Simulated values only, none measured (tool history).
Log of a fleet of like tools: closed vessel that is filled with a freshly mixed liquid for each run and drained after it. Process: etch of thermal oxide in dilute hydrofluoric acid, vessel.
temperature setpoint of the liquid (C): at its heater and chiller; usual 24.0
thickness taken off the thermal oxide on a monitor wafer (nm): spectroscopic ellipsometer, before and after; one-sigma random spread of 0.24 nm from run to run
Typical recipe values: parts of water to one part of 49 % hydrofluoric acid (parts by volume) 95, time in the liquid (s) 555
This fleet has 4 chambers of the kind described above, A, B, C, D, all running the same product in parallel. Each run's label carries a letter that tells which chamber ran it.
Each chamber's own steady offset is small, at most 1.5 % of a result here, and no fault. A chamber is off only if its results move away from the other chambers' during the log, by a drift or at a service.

run   hour  temperature setpoint of the liquid (C)  parts of water to one part of 49 % hydrofluoric acid (parts by volume)  time in the liquid (s)  read-back film thickness of the thermal oxide reference wafer, read on the same gauge (nm)  thickness taken off the thermal oxide on a monitor wafer (nm)
 1A    3.1                                    24.0                                                                      95                     555                                                                                      119.99                                                         26.914
 2C    5.6                                    24.0                                                                      95                     555                                                                                      119.98                                                         26.673
 3D    9.8                                    24.0                                                                      95                     555                                                                                      119.95                                                         27.009
 4B   13.5                                    24.0                                                                      95                     555                                                                                      120.03                                                         26.935
 5B   17.9                                    24.0                                                                      95                     555                                                                                      120.01                                                         26.377
 6C   22.3                                    24.0                                                                      95                     555                                                                                      119.99                                                         26.942
 7A   26.6                                    24.0                                                                      95                     555                                                                                      119.98                                                         26.304
 8D   29.4                                    24.0                                                                      95                     555                                                                                      120.01                                                         26.896
 9D   33.2                                    24.0                                                                      95                     555                                                                                      120.01                                                         26.893
10C   36.6                                    24.0                                                                      95                     555                                                                                      119.99                                                         26.783
11B   38.9                                    22.0                                                                      95                     555                                                                                      119.97                                                         24.423
      39.9  -- chamber C: thermometer replaced
12A   42.4                                    22.0                                                                      95                     555                                                                                      119.98                                                         24.702
13C   46.2                                    22.0                                                                      95                     555                                                                                      120.00                                                         25.083
14D   49.4                                    22.0                                                                      95                     555                                                                                      119.99                                                         24.958
15A   51.6                                    24.0                                                                      95                     555                                                                                      119.99                                                         26.846
16B   54.8                                    24.0                                                                      75                     555                                                                                      120.02                                                         33.231
17C   57.3                                    24.0                                                                      75                     555                                                                                      120.04                                                         34.882
18A   60.2                                    24.0                                                                      75                     555                                                                                      119.98                                                         34.803
19D   64.7                                    24.0                                                                      75                     555                                                                                      120.00                                                         35.093
20B   69.1                                    24.0                                                                      50                     365                                                                                      119.96                                                         33.807
21C   71.4                                    24.0                                                                      50                     365                                                                                      120.00                                                         35.046
22A   75.4                                    24.0                                                                      50                     365                                                                                      120.01                                                         35.224
23B   80.0                                    24.0                                                                      50                     365                                                                                      120.00                                                         33.952
24D   83.6                                    24.0                                                                      95                     555                                                                                      119.99                                                         27.259
25B   87.2                                    24.0                                                                      95                     555                                                                                      120.01                                                         25.606
26C   91.6                                    24.0                                                                      95                     555                                                                                      120.03                                                         27.000
27A   95.6                                    24.0                                                                      95                     555                                                                                      119.99                                                         27.017
28D   99.0                                    24.0                                                                      95                     555                                                                                      119.99                                                         27.131
29D  101.8                                    24.0                                                                      95                     555                                                                                      120.02                                                         26.556
30B  104.2                                    24.0                                                                      55                     765                                                                                      119.99                                                         62.504
31A  107.9                                    24.0                                                                      55                     765                                                                                      119.98                                                         66.498
32C  110.3                                    24.0                                                                      55                     765                                                                                      120.00                                                         67.776
33B  112.9                                    24.0                                                                      55                     765                                                                                      119.98                                                         61.918
34A  116.4                                    24.0                                                                      95                     555                                                                                      119.98                                                         26.632
35D  119.1                                    22.5                                                                      50                     555                                                                                      120.00                                                         50.424
36C  121.5                                    22.5                                                                      50                     555                                                                                      119.99                                                         50.251
37A  125.3                                    22.5                                                                      50                     555                                                                                      119.99                                                         50.987
38C  128.5                                    22.5                                                                      50                     555                                                                                      119.97                                                         50.864
39B  132.3                                    25.5                                                                      95                     825                                                                                      120.02                                                         39.171
40D  134.8                                    25.5                                                                      95                     825                                                                                      120.02                                                         42.668
41C  138.8                                    25.5                                                                      95                     825                                                                                      119.99                                                         42.343
42B  142.3                                    25.5                                                                      95                     825                                                                                      119.96                                                         38.530

Read the log: is a single chamber off, either drifting away or since a service, is the gauge that measures every chamber drifting, or is nothing wrong beyond small per-chamber offsets? Name any odd chamber and what most likely caused it.

One chamber, B, drifts off from the rest bit by bit.
Most likely cause: hydrofluoric acid flow below the setpoint (%) = 6.95.
With only this log, it may be confused with: liquid colder than its thermometer reads (K).

Below are 4 candidate recipes for chamber B's next run, each the usual settings with a change, their results shown as question marks. Which of them brings B's results back in line with what the other chambers give on the usual settings?
To be in line, a result may differ from the other chambers' mean on the usual settings by at most: thickness taken off the thermal oxide on a monitor wafer (nm) 0.830
43B-1  145.6                                    24.0                                                                     100                     510                                                                                                                                                          ?
43B-2  145.6                                    24.0                                                                      90                     575                                                                                                                                                          ?
43B-3  145.6                                    24.0                                                                     100                     535                                                                                                                                                          ?
43B-4  145.6                                    24.0                                                                      95                     635                                                                                                                                                          ?

The mean the other chambers reach with the usual settings: thickness taken off the thermal oxide on a monitor wafer (nm) 26.846
  run  thickness taken off the thermal oxide on a monitor wafer (nm)
43B-1                                                         21.480
43B-2                                                         27.218
43B-3                                                         22.533
43B-4                                                         28.316
43B-2 is the one that brings the chamber's results back in line with the other chambers.

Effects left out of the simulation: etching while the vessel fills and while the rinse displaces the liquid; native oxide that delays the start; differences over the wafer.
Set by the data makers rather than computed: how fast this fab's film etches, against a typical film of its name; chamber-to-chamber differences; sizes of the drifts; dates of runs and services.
